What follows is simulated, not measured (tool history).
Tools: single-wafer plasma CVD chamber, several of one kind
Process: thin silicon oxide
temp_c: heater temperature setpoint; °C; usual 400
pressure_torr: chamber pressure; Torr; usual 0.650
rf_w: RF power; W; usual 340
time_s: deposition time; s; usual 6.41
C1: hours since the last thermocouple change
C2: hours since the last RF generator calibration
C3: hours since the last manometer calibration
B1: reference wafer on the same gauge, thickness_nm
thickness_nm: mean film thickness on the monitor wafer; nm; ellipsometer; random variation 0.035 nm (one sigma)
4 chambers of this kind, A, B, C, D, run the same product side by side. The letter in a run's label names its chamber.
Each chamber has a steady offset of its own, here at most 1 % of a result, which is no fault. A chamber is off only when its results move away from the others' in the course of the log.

Run 1B, hour 3.0: usual settings; C1 207.0; C2 599.1; C3 412.4; B1 10.501. Result: thickness_nm 9.9429 nm.
Run 2D, hour 7.5: usual settings; C1 711.4; C2 2789.8; C3 243.1; B1 10.499. Result: thickness_nm 10.0330 nm.
Run 3A, hour 12.5: usual settings; C1 944.9; C2 114.8; C3 2613.3; B1 10.500. Result: thickness_nm 9.9732 nm.
Run 4C, hour 16.8: usual settings; C1 2289.3; C2 1543.8; C3 2057.6; B1 10.509. Result: thickness_nm 10.1100 nm.
Run 5A, hour 21.4: usual settings but pressure_torr 0.731 Torr, time_s 5.22 s; C1 953.8; C2 123.7; C3 2622.2; B1 10.492. Result: thickness_nm 9.2582 nm.
At hour 24.1: chamber D: RF generator calibrated.
Run 6C, hour 25.5: usual settings but pressure_torr 0.731 Torr, time_s 5.22 s; C1 2298.0; C2 1552.5; C3 2066.3; B1 10.491. Result: thickness_nm 9.2671 nm.
Run 7B, hour 29.5: usual settings but pressure_torr 0.731 Torr, time_s 5.22 s; C1 233.5; C2 625.6; C3 438.9; B1 10.498. Result: thickness_nm 9.1147 nm.
Run 8D, hour 31.9: usual settings but pressure_torr 0.731 Torr, time_s 5.22 s; C1 735.8; C2 7.9; C3 267.5; B1 10.504. Result: thickness_nm 9.2233 nm.
Run 9C, hour 35.5: usual settings; C1 2308.0; C2 1562.5; C3 2076.3; B1 10.493. Result: thickness_nm 9.9996 nm.
Run 10D, hour 40.4: usual settings; C1 744.3; C2 16.4; C3 276.0; B1 10.496. Result: thickness_nm 9.9865 nm.
Run 11A, hour 43.6: usual settings; C1 976.0; C2 145.9; C3 2644.4; B1 10.507. Result: thickness_nm 9.9532 nm.
At hour 45.3: chamber A: capacitance manometer re-zeroed and calibrated.
Run 12B, hour 46.5: usual settings; C1 250.5; C2 642.6; C3 455.9; B1 10.500. Result: thickness_nm 9.9152 nm.
Run 13B, hour 49.8: usual settings; C1 253.8; C2 645.9; C3 459.2; B1 10.511. Result: thickness_nm 9.9391 nm.
Run 14A, hour 52.2: usual settings; C1 984.6; C2 154.5; C3 6.9; B1 10.494. Result: thickness_nm 10.2540 nm.
Run 15C, hour 56.1: usual settings; C1 2328.6; C2 1583.1; C3 2096.9; B1 10.495. Result: thickness_nm 10.0570 nm.
Run 16D, hour 59.7: usual settings; C1 763.6; C2 35.7; C3 295.3; B1 10.507. Result: thickness_nm 9.9958 nm.
Run 17B, hour 64.0: usual settings; C1 268.0; C2 660.1; C3 473.4; B1 10.497. Result: thickness_nm 9.9467 nm.
Run 18A, hour 66.4: usual settings but pressure_torr 0.595 Torr, rf_w 290 W; C1 998.8; C2 168.7; C3 21.1; B1 10.507. Result: thickness_nm 8.6994 nm.
Run 19C, hour 69.4: usual settings but pressure_torr 0.595 Torr, rf_w 290 W; C1 2341.9; C2 1596.4; C3 2110.2; B1 10.501. Result: thickness_nm 8.5730 nm.
Run 20D, hour 72.7: usual settings but pressure_torr 0.595 Torr, rf_w 290 W; C1 776.6; C2 48.7; C3 308.3; B1 10.495. Result: thickness_nm 8.5769 nm.
At hour 74.5: chamber C: RF generator calibrated.
Run 21A, hour 76.1: usual settings but pressure_torr 0.595 Torr, rf_w 290 W; C1 1008.5; C2 178.4; C3 30.8; B1 10.494. Result: thickness_nm 8.6747 nm.
Run 22D, hour 79.6: usual settings; C1 783.5; C2 55.6; C3 315.2; B1 10.504. Result: thickness_nm 10.0550 nm.
At hour 81.0: chamber A: thermocouple changed; heater temperature recalibrated.
Run 23C, hour 83.8: usual settings; C1 2356.3; C2 9.4; C3 2124.6; B1 10.504. Result: thickness_nm 10.0700 nm.
Run 24B, hour 88.5: usual settings; C1 292.5; C2 684.6; C3 497.9; B1 10.495. Result: thickness_nm 9.9371 nm.
Run 25C, hour 91.5: usual settings; C1 2364.0; C2 17.1; C3 2132.3; B1 10.493. Result: thickness_nm 10.0520 nm.
Run 26A, hour 95.6: usual settings; C1 14.7; C2 197.9; C3 50.3; B1 10.500. Result: thickness_nm 10.3180 nm.
Run 27D, hour 98.3: usual settings; C1 802.2; C2 74.3; C3 333.9; B1 10.496. Result: thickness_nm 10.0250 nm.
Run 28B, hour 101.7: usual settings; C1 305.7; C2 697.8; C3 511.1; B1 10.504. Result: thickness_nm 9.9882 nm.
Run 29D, hour 105.2: usual settings; C1 809.1; C2 81.2; C3 340.8; B1 10.493. Result: thickness_nm 10.0640 nm.
Run 30C, hour 109.2: usual settings; C1 2381.7; C2 34.8; C3 2150.0; B1 10.491. Result: thickness_nm 10.1010 nm.
Run 31B, hour 113.0: usual settings; C1 317.0; C2 709.1; C3 522.4; B1 10.508. Result: thickness_nm 9.9194 nm.

Next, every chamber runs the same settings. What will each give?
Run 32A, hour 116.6: usual settings but rf_w 295 W. Result: thickness_nm ?.
Run 32B, hour 116.6: usual settings but rf_w 295 W. Result: thickness_nm ?.
Run 32C, hour 116.6: usual settings but rf_w 295 W. Result: thickness_nm ?.
Run 32D, hour 116.6: usual settings but rf_w 295 W. Result: thickness_nm ?.

run  thickness_nm
32A        9.6726
32B        9.4096
32C        9.5741
32D        9.4337
